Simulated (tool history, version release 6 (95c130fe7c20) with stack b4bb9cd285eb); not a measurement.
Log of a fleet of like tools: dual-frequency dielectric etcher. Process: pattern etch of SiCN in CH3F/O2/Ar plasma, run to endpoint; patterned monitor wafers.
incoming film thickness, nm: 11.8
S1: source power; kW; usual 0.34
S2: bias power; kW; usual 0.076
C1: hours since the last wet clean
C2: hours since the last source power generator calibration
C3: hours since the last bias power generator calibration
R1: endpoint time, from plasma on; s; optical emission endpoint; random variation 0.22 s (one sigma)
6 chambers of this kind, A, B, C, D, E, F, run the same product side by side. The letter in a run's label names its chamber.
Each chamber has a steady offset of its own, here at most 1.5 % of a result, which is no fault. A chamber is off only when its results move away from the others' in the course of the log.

Run 1E, hour 11: usual settings; C1 368.8; C2 1045.4; C3 3616.3. Result: R1 32.657 s.
At hour 13.5: chamber B: bias power generator calibrated.
Run 2B, hour 22.4: usual settings; C1 203.1; C2 609.5; C3 8.9. Result: R1 32.589 s.
Run 3F, hour 31.4: usual settings; C1 69; C2 122.3; C3 1701.7. Result: R1 33.039 s.
Run 4C, hour 39.4: usual settings; C1 262.1; C2 3149.7; C3 1290. Result: R1 32.414 s.
Run 5A, hour 52.9: usual settings; C1 307.5; C2 1364.8; C3 1090.3. Result: R1 32.605 s.
Run 6D, hour 61.4: usual settings; C1 357; C2 737.4; C3 940.1. Result: R1 32.369 s.
Run 7E, hour 75.8: usual settings; C1 433.6; C2 1110.2; C3 3681.1. Result: R1 33.067 s.
Run 8F, hour 84.8: usual settings; C1 122.4; C2 175.7; C3 1755.1. Result: R1 32.859 s.
Run 9D, hour 98.3: usual settings; C1 393.9; C2 774.3; C3 977. Result: R1 32.631 s.
Run 10B, hour 108.4: usual settings; C1 289.1; C2 695.5; C3 94.9. Result: R1 32.915 s.
At hour 117.5: chamber E: wet clean of the chamber.
Run 11C, hour 118: usual settings; C1 340.7; C2 3228.3; C3 1368.6. Result: R1 32.177 s.
Run 12A, hour 124.5: usual settings but S1 0.27 kW, S2 0.085 kW; C1 379.1; C2 1436.4; C3 1161.9. Result: R1 34.264 s.
Run 13E, hour 132.4: usual settings but S1 0.27 kW, S2 0.085 kW; C1 14.9; C2 1166.8; C3 3737.7. Result: R1 34.442 s.
Run 14C, hour 139.7: usual settings but S1 0.27 kW, S2 0.085 kW; C1 362.4; C2 3250; C3 1390.3. Result: R1 34.017 s.
Run 15F, hour 151.3: usual settings but S1 0.27 kW, S2 0.085 kW; C1 188.9; C2 242.2; C3 1821.6. Result: R1 34.002 s.
Run 16D, hour 162.3: usual settings but S1 0.27 kW, S2 0.085 kW; C1 457.9; C2 838.3; C3 1041. Result: R1 34.04 s.
Run 17A, hour 176.6: usual settings but S1 0.27 kW, S2 0.085 kW; C1 431.2; C2 1488.5; C3 1214. Result: R1 33.976 s.
Run 18B, hour 186.8: usual settings; C1 367.5; C2 773.9; C3 173.3. Result: R1 32.741 s.
Run 19D, hour 195.9: usual settings; C1 491.5; C2 871.9; C3 1074.6. Result: R1 32.533 s.
Run 20A, hour 210.4: usual settings; C1 465; C2 1522.3; C3 1247.8. Result: R1 33.157 s.
Run 21F, hour 220.5: usual settings; C1 258.1; C2 311.4; C3 1890.8. Result: R1 33 s.
At hour 227.7: chamber D: wet clean of the chamber.
Run 22C, hour 230.7: usual settings; C1 453.4; C2 3341; C3 1481.3. Result: R1 32.495 s.
At hour 234.7: chamber C: wet clean of the chamber.
Run 23B, hour 241.3: usual settings; C1 422; C2 828.4; C3 227.8. Result: R1 32.699 s.
Run 24E, hour 249.8: usual settings; C1 132.3; C2 1284.2; C3 3855.1. Result: R1 32.223 s.
Run 25B, hour 259.9: usual settings; C1 440.6; C2 847; C3 246.4. Result: R1 32.969 s.
Run 26D, hour 266.7: usual settings; C1 39; C2 942.7; C3 1145.4. Result: R1 32.196 s.
Run 27C, hour 273.4: usual settings; C1 38.7; C2 3383.7; C3 1524. Result: R1 30.847 s.
Run 28A, hour 283.6: usual settings; C1 538.2; C2 1595.5; C3 1321. Result: R1 32.799 s.
Run 29F, hour 290.4: usual settings but S2 0.084 kW; C1 328; C2 381.3; C3 1960.7. Result: R1 31.889 s.
Run 30E, hour 302.9: usual settings but S2 0.084 kW; C1 185.4; C2 1337.3; C3 3908.2. Result: R1 31.483 s.
Run 31C, hour 313.3: usual settings but S2 0.084 kW; C1 78.6; C2 3423.6; C3 1563.9. Result: R1 29.853 s.
Run 32E, hour 323.3: usual settings but S2 0.084 kW; C1 205.8; C2 1357.7; C3 3928.6. Result: R1 31.846 s.
Run 33A, hour 330: usual settings but S2 0.084 kW; C1 584.6; C2 1641.9; C3 1367.4. Result: R1 31.935 s.
Run 34F, hour 337.9: usual settings but S2 0.084 kW; C1 375.5; C2 428.8; C3 2008.2. Result: R1 31.774 s.
Run 35D, hour 349.4: usual settings; C1 121.7; C2 1025.4; C3 1228.1. Result: R1 32.326 s.
Run 36B, hour 363.6: usual settings; C1 544.3; C2 950.7; C3 350.1. Result: R1 32.702 s.
Run 37D, hour 371.4: usual settings; C1 143.7; C2 1047.4; C3 1250.1. Result: R1 32.609 s.
Run 38B, hour 383.8: usual settings; C1 564.5; C2 970.9; C3 370.3. Result: R1 32.605 s.
Run 39E, hour 393.6: usual settings; C1 276.1; C2 1428; C3 3998.9. Result: R1 32.56 s.

Next, every chamber runs the same settings. What will each give?
Run 40A, hour 404.3: usual settings but S2 0.087 kW. Result: R1 ?.
Run 40B, hour 404.3: usual settings but S2 0.087 kW. Result: R1 ?.
Run 40C, hour 404.3: usual settings but S2 0.087 kW. Result: R1 ?.
Run 40D, hour 404.3: usual settings but S2 0.087 kW. Result: R1 ?.
Run 40E, hour 404.3: usual settings but S2 0.087 kW. Result: R1 ?.
Run 40F, hour 404.3: usual settings but S2 0.087 kW. Result: R1 ?.

run      R1
40A  31.196
40B  30.982
40C  29.805
40D  30.952
40E  31.356
40F  31.387
